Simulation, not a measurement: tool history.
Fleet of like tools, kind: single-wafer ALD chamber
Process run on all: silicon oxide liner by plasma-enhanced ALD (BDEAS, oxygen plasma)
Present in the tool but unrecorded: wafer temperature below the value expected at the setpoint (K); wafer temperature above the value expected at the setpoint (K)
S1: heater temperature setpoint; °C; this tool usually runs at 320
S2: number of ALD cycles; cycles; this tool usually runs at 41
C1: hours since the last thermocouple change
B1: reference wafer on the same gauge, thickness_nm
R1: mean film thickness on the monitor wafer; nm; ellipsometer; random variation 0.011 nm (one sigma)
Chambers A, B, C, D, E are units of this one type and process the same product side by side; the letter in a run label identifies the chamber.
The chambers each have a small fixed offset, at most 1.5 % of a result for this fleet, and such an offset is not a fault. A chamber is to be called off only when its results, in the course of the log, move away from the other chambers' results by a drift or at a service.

{"run": "1A", "hour": 4.2, "S1": 320, "S2": 41, "C1": 330.6, "B1": 3.8778, "R1": 3.7221}
{"run": "2E", "hour": 8.7, "S1": 320, "S2": 41, "C1": 1591.8, "B1": 3.8811, "R1": 3.7595}
{"run": "3C", "hour": 14.1, "S1": 320, "S2": 41, "C1": 819.1, "B1": 3.8813, "R1": 3.7041}
{"run": "4B", "hour": 19.7, "S1": 320, "S2": 41, "C1": 1683.9, "B1": 3.879, "R1": 3.6961}
{"run": "5D", "hour": 23.1, "S1": 320, "S2": 41, "C1": 1205.1, "B1": 3.8809, "R1": 3.7264}
{"run": "6E", "hour": 27.7, "S1": 320, "S2": 41, "C1": 1610.8, "B1": 3.8779, "R1": 3.759}
{"run": "7B", "hour": 32.5, "S1": 320, "S2": 41, "C1": 1696.7, "B1": 3.8829, "R1": 3.717}
{"run": "8D", "hour": 37.1, "S1": 320, "S2": 41, "C1": 1219.1, "B1": 3.8798, "R1": 3.7527}
{"run": "9A", "hour": 41.0, "S1": 320, "S2": 41, "C1": 367.4, "B1": 3.8816, "R1": 3.717}
{"run": "10C", "hour": 46.4, "S1": 320, "S2": 41, "C1": 851.4, "B1": 3.8802, "R1": 3.7049}
{"run": "11A", "hour": 52.1, "S1": 320, "S2": 41, "C1": 378.5, "B1": 3.882, "R1": 3.7194}
{"run": "12E", "hour": 55.6, "S1": 320, "S2": 41, "C1": 1638.7, "B1": 3.8816, "R1": 3.7335}
{"run": "13C", "hour": 58.7, "S1": 320, "S2": 41, "C1": 863.7, "B1": 3.8813, "R1": 3.6897}
{"run": "14B", "hour": 61.3, "S1": 320, "S2": 41, "C1": 1725.5, "B1": 3.8783, "R1": 3.6892}
{"run": "15D", "hour": 66.6, "S1": 327, "S2": 41, "C1": 1248.6, "B1": 3.8822, "R1": 3.689}
{"run": "16B", "hour": 70.9, "S1": 327, "S2": 41, "C1": 1735.1, "B1": 3.8797, "R1": 3.6766}
{"run": "17A", "hour": 76.2, "S1": 327, "S2": 41, "C1": 402.6, "B1": 3.8808, "R1": 3.6898}
{"run": "18D", "hour": 79.2, "S1": 327, "S2": 41, "C1": 1261.2, "B1": 3.877, "R1": 3.6804}
{"run": "19E", "hour": 82.5, "S1": 327, "S2": 41, "C1": 1665.6, "B1": 3.8778, "R1": 3.6955}
{"run": "20C", "hour": 86.8, "S1": 320, "S2": 41, "C1": 891.8, "B1": 3.8804, "R1": 3.6869}
{"run": "21E", "hour": 90.3, "S1": 320, "S2": 41, "C1": 1673.4, "B1": 3.8799, "R1": 3.7412}
{"run": "22D", "hour": 94.7, "S1": 320, "S2": 41, "C1": 1276.7, "B1": 3.8828, "R1": 3.7424}
{"run": "23B", "hour": 98.5, "S1": 320, "S2": 41, "C1": 1762.7, "B1": 3.8812, "R1": 3.7141}
{"run": "24A", "hour": 102.5, "S1": 320, "S2": 41, "C1": 428.9, "B1": 3.8805, "R1": 3.7274}
{"run": "25C", "hour": 105.2, "S1": 320, "S2": 41, "C1": 910.2, "B1": 3.882, "R1": 3.7216}
{"run": "26D", "hour": 110.8, "S1": 320, "S2": 41, "C1": 1292.8, "B1": 3.8819, "R1": 3.7078}
{"run": "27A", "hour": 116.4, "S1": 320, "S2": 41, "C1": 442.8, "B1": 3.879, "R1": 3.732}
{"run": "28B", "hour": 121.9, "S1": 320, "S2": 41, "C1": 1786.1, "B1": 3.8803, "R1": 3.7226}
{"run": "29C", "hour": 127.3, "S1": 320, "S2": 43, "C1": 932.3, "B1": 3.8785, "R1": 3.9015}
{"run": "30E", "hour": 132.3, "S1": 320, "S2": 43, "C1": 1715.4, "B1": 3.8787, "R1": 3.9313}
{"run": "31D", "hour": 138.2, "S1": 320, "S2": 43, "C1": 1320.2, "B1": 3.8801, "R1": 3.9003}
{"run": "32A", "hour": 142.2, "S1": 320, "S2": 43, "C1": 468.6, "B1": 3.8818, "R1": 3.8992}
{"run": "33C", "hour": 145.2, "S1": 320, "S2": 43, "C1": 950.2, "B1": 3.8811, "R1": 3.9064}
{"run": "34E", "hour": 150.8, "S1": 320, "S2": 43, "C1": 1733.9, "B1": 3.8782, "R1": 3.943}
{"run": "35B", "hour": 155.4, "S1": 320, "S2": 43, "C1": 1819.6, "B1": 3.8781, "R1": 3.8839}
{"run": "36D", "hour": 158.9, "S1": 320, "S2": 43, "C1": 1340.9, "B1": 3.8811, "R1": 3.9169}
{"run": "37A", "hour": 162.5, "S1": 320, "S2": 43, "C1": 488.9, "B1": 3.8799, "R1": 3.8995}
{"run": "38C", "hour": 168.4, "S1": 320, "S2": 43, "C1": 973.4, "B1": 3.8807, "R1": 3.8735}
{"run": "39B", "hour": 171.6, "S1": 320, "S2": 41, "C1": 1835.8, "B1": 3.8807, "R1": 3.6924}
{"run": "40E", "hour": 177.5, "S1": 320, "S2": 41, "C1": 1760.6, "B1": 3.8811, "R1": 3.7614}
{"run": "41A", "hour": 180.0, "S1": 320, "S2": 41, "C1": 506.4, "B1": 3.8781, "R1": 3.7227}
{"run": "42B", "hour": 183.0, "S1": 320, "S2": 41, "C1": 1847.2, "B1": 3.8795, "R1": 3.6851}
{"run": "43D", "hour": 188.9, "S1": 320, "S2": 41, "C1": 1370.9, "B1": 3.8811, "R1": 3.7401}
{"run": "44E", "hour": 193.6, "S1": 320, "S2": 41, "C1": 1776.7, "B1": 3.8786, "R1": 3.7283}

Next, every chamber runs the same settings. What will each give?
{"run": "45A", "hour": 197.9, "S1": 320, "S2": 41, "R1": "?"}
{"run": "45B", "hour": 197.9, "S1": 320, "S2": 41, "R1": "?"}
{"run": "45C", "hour": 197.9, "S1": 320, "S2": 41, "R1": "?"}
{"run": "45D", "hour": 197.9, "S1": 320, "S2": 41, "R1": "?"}
{"run": "45E", "hour": 197.9, "S1": 320, "S2": 41, "R1": "?"}

run=45A R1=3.7342
run=45B R1=3.6965
run=45C R1=3.7044
run=45D R1=3.7251
run=45E R1=3.7773
